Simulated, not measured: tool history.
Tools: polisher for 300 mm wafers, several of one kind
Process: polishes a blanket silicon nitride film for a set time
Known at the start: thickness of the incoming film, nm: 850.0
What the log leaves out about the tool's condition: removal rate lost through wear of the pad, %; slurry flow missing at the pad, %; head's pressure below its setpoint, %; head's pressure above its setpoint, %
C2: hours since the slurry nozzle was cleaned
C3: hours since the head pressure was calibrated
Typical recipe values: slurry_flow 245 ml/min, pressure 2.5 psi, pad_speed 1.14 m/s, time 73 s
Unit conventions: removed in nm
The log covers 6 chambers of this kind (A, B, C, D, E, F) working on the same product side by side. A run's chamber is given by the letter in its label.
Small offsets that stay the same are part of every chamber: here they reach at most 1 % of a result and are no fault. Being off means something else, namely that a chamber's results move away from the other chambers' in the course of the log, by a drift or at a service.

-- day=0.108 chamber A: worn pad replaced by a new one
run 1F day=0.242 | slurry_flow=245 pressure=2.5 pad_speed=1.14 time=73 | wafers_polished_on_this_pad=767 C2=473.9 C3=559 | removed=105.02
-- day=0.367 chamber E: worn pad replaced by a new one
-- day=0.417 chamber D: worn pad replaced by a new one
run 2E day=0.438 | slurry_flow=245 pressure=2.5 pad_speed=1.14 time=73 | wafers_polished_on_this_pad=19 C2=177.4 C3=561.2 | removed=106.62
run 3D day=0.625 | slurry_flow=245 pressure=2.5 pad_speed=1.14 time=73 | wafers_polished_on_this_pad=56 C2=412.7 C3=250 | removed=106.23
run 4A day=0.858 | slurry_flow=245 pressure=2.5 pad_speed=1.14 time=73 | wafers_polished_on_this_pad=202 C2=458.8 C3=783.1 | removed=107
run 5B day=1.054 | slurry_flow=245 pressure=2.5 pad_speed=1.14 time=73 | wafers_polished_on_this_pad=735 C2=194.8 C3=440.6 | removed=106.91
-- day=1.125 chamber E: head pressure recalibrated
run 6C day=1.229 | slurry_flow=245 pressure=2.5 pad_speed=1.14 time=73 | wafers_polished_on_this_pad=449 C2=205.8 C3=870.1 | removed=106.91
-- day=1.458 chamber E: slurry nozzle cleaned
-- day=1.538 chamber F: worn pad replaced by a new one
run 7C day=1.538 | slurry_flow=245 pressure=2.5 pad_speed=1.14 time=73 | wafers_polished_on_this_pad=531 C2=213.2 C3=877.5 | removed=106.24
run 8F day=1.712 | slurry_flow=245 pressure=2.5 pad_speed=1.14 time=73 | wafers_polished_on_this_pad=48 C2=509.2 C3=594.3 | removed=106.53
run 9E day=1.917 | slurry_flow=245 pressure=2.5 pad_speed=1.14 time=73 | wafers_polished_on_this_pad=416 C2=11.1 C3=19.1 | removed=107.93
run 10B day=2.217 | slurry_flow=245 pressure=2.5 pad_speed=1.14 time=73 | wafers_polished_on_this_pad=1048 C2=222.7 C3=468.5 | removed=105.52
run 11A day=2.479 | slurry_flow=245 pressure=2.5 pad_speed=1.14 time=73 | wafers_polished_on_this_pad=638 C2=497.7 C3=822 | removed=107.02
run 12D day=2.817 | slurry_flow=245 pressure=2.5 pad_speed=1.14 time=73 | wafers_polished_on_this_pad=645 C2=465.3 C3=302.6 | removed=105.94
-- day=2.908 chamber A: worn pad replaced by a new one
-- day=2.917 chamber B: slurry nozzle cleaned
-- day=2.988 chamber C: worn pad replaced by a new one
run 13B day=3.067 | slurry_flow=245 pressure=2.5 pad_speed=1.14 time=73 | wafers_polished_on_this_pad=1276 C2=3.7 C3=488.9 | removed=104
-- day=3.188 chamber D: slurry nozzle cleaned
run 14A day=3.4 | slurry_flow=245 pressure=2.5 pad_speed=1.14 time=73 | wafers_polished_on_this_pad=133 C2=519.8 C3=844.1 | removed=106.1
run 15D day=3.6 | slurry_flow=245 pressure=2.8 pad_speed=1.14 time=73 | wafers_polished_on_this_pad=856 C2=9.9 C3=321.4 | removed=120.03
-- day=3.758 chamber D: worn pad replaced by a new one
run 16F day=3.825 | slurry_flow=245 pressure=2.8 pad_speed=1.14 time=73 | wafers_polished_on_this_pad=615 C2=559.9 C3=645 | removed=118.34
-- day=3.996 chamber E: worn pad replaced by a new one
run 17E day=4.133 | slurry_flow=245 pressure=2.8 pad_speed=1.14 time=73 | wafers_polished_on_this_pad=37 C2=64.3 C3=72.3 | removed=121.2
run 18C day=4.317 | slurry_flow=245 pressure=2.8 pad_speed=1.14 time=73 | wafers_polished_on_this_pad=357 C2=279.9 C3=944.2 | removed=118.82
run 19B day=4.596 | slurry_flow=245 pressure=2.8 pad_speed=1.14 time=73 | wafers_polished_on_this_pad=1687 C2=40.4 C3=525.6 | removed=115.2
run 20D day=4.746 | slurry_flow=245 pressure=2.8 pad_speed=1.14 time=73 | wafers_polished_on_this_pad=265 C2=37.4 C3=348.9 | removed=120.23
run 21C day=4.979 | slurry_flow=245 pressure=2.5 pad_speed=1.14 time=73 | wafers_polished_on_this_pad=535 C2=295.8 C3=960.1 | removed=106.06
run 22F day=5.2 | slurry_flow=245 pressure=2.5 pad_speed=1.14 time=73 | wafers_polished_on_this_pad=985 C2=592.9 C3=678 | removed=106.75
-- day=5.375 chamber A: worn pad replaced by a new one
-- day=5.392 chamber F: worn pad replaced by a new one
run 23E day=5.433 | slurry_flow=245 pressure=2.5 pad_speed=1.14 time=73 | wafers_polished_on_this_pad=387 C2=95.5 C3=103.5 | removed=107.1
run 24A day=5.675 | slurry_flow=245 pressure=2.5 pad_speed=1.14 time=73 | wafers_polished_on_this_pad=80 C2=574.4 C3=898.7 | removed=106.05
-- day=5.704 chamber C: worn pad replaced by a new one
run 25C day=5.825 | slurry_flow=245 pressure=2.5 pad_speed=1.14 time=73 | wafers_polished_on_this_pad=33 C2=316.1 C3=980.4 | removed=105.08
run 26B day=6.025 | slurry_flow=245 pressure=2.5 pad_speed=1.14 time=73 | wafers_polished_on_this_pad=2071 C2=74.7 C3=559.9 | removed=101.75
run 27D day=6.35 | slurry_flow=245 pressure=2.5 pad_speed=1.14 time=73 | wafers_polished_on_this_pad=697 C2=75.9 C3=387.4 | removed=106.2
run 28A day=6.696 | slurry_flow=245 pressure=2.5 pad_speed=1.14 time=73 | wafers_polished_on_this_pad=355 C2=598.9 C3=923.2 | removed=106.13
run 29F day=6.954 | slurry_flow=315 pressure=2.5 pad_speed=1.52 time=73 | wafers_polished_on_this_pad=420 C2=635 C3=720.1 | removed=137.96
run 30E day=7.238 | slurry_flow=315 pressure=2.5 pad_speed=1.52 time=73 | wafers_polished_on_this_pad=872 C2=138.8 C3=146.8 | removed=136.81
run 31C day=7.462 | slurry_flow=315 pressure=2.5 pad_speed=1.52 time=73 | wafers_polished_on_this_pad=473 C2=355.4 C3=1019.7 | removed=135.64
-- day=7.571 chamber D: worn pad replaced by a new one
run 32B day=7.775 | slurry_flow=315 pressure=2.5 pad_speed=1.52 time=73 | wafers_polished_on_this_pad=2542 C2=116.7 C3=601.9 | removed=127.63
run 33E day=8.067 | slurry_flow=315 pressure=2.5 pad_speed=1.52 time=73 | wafers_polished_on_this_pad=1094 C2=158.7 C3=166.7 | removed=136.81
-- day=8.204 chamber A: worn pad replaced by a new one
run 34A day=8.225 | slurry_flow=315 pressure=2.5 pad_speed=1.52 time=73 | wafers_polished_on_this_pad=6 C2=635.6 C3=959.9 | removed=136.76
run 35F day=8.446 | slurry_flow=245 pressure=2.5 pad_speed=1.14 time=73 | wafers_polished_on_this_pad=821 C2=670.8 C3=755.9 | removed=105.44
run 36D day=8.654 | slurry_flow=245 pressure=2.5 pad_speed=1.14 time=73 | wafers_polished_on_this_pad=291 C2=131.2 C3=442.7 | removed=106.43

Has any chamber moved away from the others, gradually or after a service, or does the common gauge drift, or do the chambers differ only by their own small steady offsets? State the chamber and the most likely cause if one applies.

One chamber, B, drifts off from the rest bit by bit.
What lies behind it: removal rate lost through wear of the pad, % = 7.37.
With only this log, it may be confused with: head's pressure below its setpoint, %.

Which of the 4 candidates below, each the usual settings with something changed and its results left as question marks, puts chamber B back in line with what the other chambers give on the usual settings?
Allowed miss from the other chambers' usual-settings mean, per result, to count as in line: removed 2.4 nm
run 37B-1 day=8.9 | slurry_flow=245 pressure=2.5 pad_speed=1.16 time=74 | removed=?
run 37B-2 day=8.9 | slurry_flow=245 pressure=2.5 pad_speed=1.14 time=79 | removed=?
run 37B-3 day=8.9 | slurry_flow=245 pressure=2.4 pad_speed=1.14 time=70 | removed=?
run 37B-4 day=8.9 | slurry_flow=245 pressure=2.5 pad_speed=1.12 time=72 | removed=?

On the usual settings, the other chambers give on average: removed 106.25 nm
run=37B-1 removed=101.33
run=37B-2 removed=106.67
run=37B-3 removed=90.698
run=37B-4 removed=95.845
37B-2 is the one that brings the chamber's results back in line with the other chambers.
